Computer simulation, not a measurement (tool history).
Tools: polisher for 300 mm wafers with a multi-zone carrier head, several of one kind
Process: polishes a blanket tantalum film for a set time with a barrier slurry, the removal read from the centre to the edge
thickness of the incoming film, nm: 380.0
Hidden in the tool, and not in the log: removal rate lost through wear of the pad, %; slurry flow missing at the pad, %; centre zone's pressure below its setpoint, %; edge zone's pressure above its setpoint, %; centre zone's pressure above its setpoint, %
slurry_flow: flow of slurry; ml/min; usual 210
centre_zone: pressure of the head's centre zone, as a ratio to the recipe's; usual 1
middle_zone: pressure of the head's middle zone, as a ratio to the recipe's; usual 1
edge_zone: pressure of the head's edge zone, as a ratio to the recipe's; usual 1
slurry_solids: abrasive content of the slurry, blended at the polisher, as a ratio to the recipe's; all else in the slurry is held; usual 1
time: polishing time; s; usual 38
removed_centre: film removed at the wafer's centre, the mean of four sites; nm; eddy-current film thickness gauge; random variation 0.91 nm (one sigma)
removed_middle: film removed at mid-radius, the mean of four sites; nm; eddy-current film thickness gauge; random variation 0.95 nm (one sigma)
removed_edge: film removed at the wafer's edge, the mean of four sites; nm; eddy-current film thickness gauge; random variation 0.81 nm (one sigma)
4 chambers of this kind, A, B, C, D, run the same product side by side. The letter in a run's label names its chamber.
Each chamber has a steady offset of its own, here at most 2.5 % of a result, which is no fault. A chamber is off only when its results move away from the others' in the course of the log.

run	day	slurry_flow	centre_zone	middle_zone	edge_zone	slurry_solids	time	wafers polished on this pad	hours since the slurry nozzle was cleaned	hours since the centre zone pressure was calibrated	hours since the edge zone pressure was calibrated	removed_centre	removed_middle	removed_edge
# day 0.033: chamber D: worn pad replaced by a new one
1A	0.283	210	1	1	1	1	38	150	393	733.5	149.5	72.867	79.17	77.64
# day 0.467: chamber A: slurry nozzle cleaned
2B	0.667	210	1	1	1	1	38	735	166.6	693.1	473.2	75.407	76.586	76.741
# day 0.871: chamber C: edge zone pressure recalibrated
3D	0.9	210	1	1	1	1	38	285	319.3	680.5	30.7	78.234	75.304	76.901
# day 1.262: chamber B: worn pad replaced by a new one
4C	1.275	210	1	1	1	1	38	711	120.4	216.5	9.8	78.095	76.365	78.248
5B	1.779	210	1	1	1	1	38	169	193.3	719.8	499.9	76.874	78.047	77.782
# day 1.792: chamber C: worn pad replaced by a new one
6D	2.192	210	1	1	1	1	38	709	350.3	711.5	61.7	78.226	77.793	77.307
7A	2.592	210	1	1	1	1	38	907	51.1	788.9	204.9	75.13	77.974	78.282
8C	2.958	210	1	1	1	1	38	383	160.8	256.9	50.2	77.095	77.301	76.316
# day 3.321: chamber B: slurry nozzle cleaned
9A	3.471	210	1	1	1	1	38	1196	72.2	810	226	75.999	79.905	77.029
# day 3.533: chamber B: worn pad replaced by a new one
# day 3.775: chamber A: centre zone pressure recalibrated
10D	3.796	210	1	1	1	1	38	1235	388.8	750	100.2	78.515	78.529	77.226
# day 3.842: chamber A: worn pad replaced by a new one
# day 4.179: chamber D: worn pad replaced by a new one
11B	4.271	210	1	1	1	1	38	242	22.9	779.6	559.7	78.127	76.15	77.068
12C	4.7	210	1	1	1	1	38	955	202.6	298.7	92	75.906	77.224	76.387
# day 4.888: chamber C: worn pad replaced by a new one
13D	5.079	255	1	1	1	1	38	296	419.6	780.8	131	82.743	78.786	77.717
14B	5.567	255	1	1	1	1	38	667	54	810.7	590.8	79.486	78.777	77.647
15C	5.846	255	1	1	1	1	38	315	230.1	326.2	119.5	80.293	80.377	77.623
# day 5.9: chamber B: worn pad replaced by a new one
# day 6.004: chamber B: edge zone pressure recalibrated
16A	6.246	255	1	1	1	1	38	789	138.8	59.4	292.6	79.512	80.119	78
# day 6.475: chamber B: centre zone pressure recalibrated
17D	6.65	210	1	1	1	1	38	811	457.3	818.5	168.7	82.657	77.259	76.069
18A	6.9	210	1	1	1	1	38	1003	154.5	75.1	308.3	74.846	78.313	77.508
19C	7.375	210	1	1	1	1	38	816	266.8	362.9	156.2	76.466	77.254	77.129
# day 7.692: chamber C: worn pad replaced by a new one
20B	7.833	210	1	1	1	1	38	634	108.4	32.6	43.9	77.225	78.056	78.976
21C	8.054	210	1	1	1	1	38	119	283.1	379.2	172.5	77.676	77.782	75.761
# day 8.092: chamber B: worn pad replaced by a new one
# day 8.138: chamber D: worn pad replaced by a new one
# day 8.142: chamber C: slurry nozzle cleaned
22A	8.333	210	1	1	1	1	38	1473	188.9	109.5	342.7	77.34	78.034	77.667
# day 8.35: chamber A: worn pad replaced by a new one
23D	8.638	210	1	1	1	1	50	165	505	866.2	216.4	110.17	102.24	100.98
24B	9.079	210	1	1	1	1	50	324	138.3	62.5	73.8	100.12	101.03	101.92
25C	9.496	210	1	1	1	1	50	592	32.6	413.8	207.1	101.28	102.06	103.59
26A	9.95	210	1	1	1	1	50	525	227.7	148.3	381.5	99.562	103.46	103
# day 10.212: chamber C: worn pad replaced by a new one
27B	10.35	210	1	1	1	1	38	741	168.8	93	104.3	77.616	77.59	78.276
28D	10.762	210	1	1	1	1	38	862	556	917.2	267.4	85.164	77.92	77.253
# day 10.858: chamber B: worn pad replaced by a new one
29D	11.125	210	1	1	1	1	38	981	564.7	925.9	276.1	85.713	75.746	76.368
30A	11.504	210	1	1	1	1	38	1035	265	185.6	418.8	73.616	77.768	77.387
# day 11.688: chamber B: slurry nozzle cleaned
31B	11.758	210	1	1	1	1	38	295	1.8	126.8	138.1	75.878	76.316	76.284
32C	12.033	210	1	1	1	1	38	597	93.5	474.7	268	77.332	76.046	77.325
33C	12.35	210	1	1	1	1	38	701	101.1	482.3	275.6	75.108	77.613	77.723

All 4 chambers run these settings next. Forecast each chamber's results:
34A	12.717	145	1	1	1	1	38					?	?	?
34B	12.717	145	1	1	1	1	38					?	?	?
34C	12.717	145	1	1	1	1	38					?	?	?
34D	12.717	145	1	1	1	1	38					?	?	?

run	removed_centre	removed_middle	removed_edge
34A	71.206	73.682	74.796
34B	71.634	71.184	74.182
34C	71.085	72.166	73.247
34D	81.462	72.441	72.841

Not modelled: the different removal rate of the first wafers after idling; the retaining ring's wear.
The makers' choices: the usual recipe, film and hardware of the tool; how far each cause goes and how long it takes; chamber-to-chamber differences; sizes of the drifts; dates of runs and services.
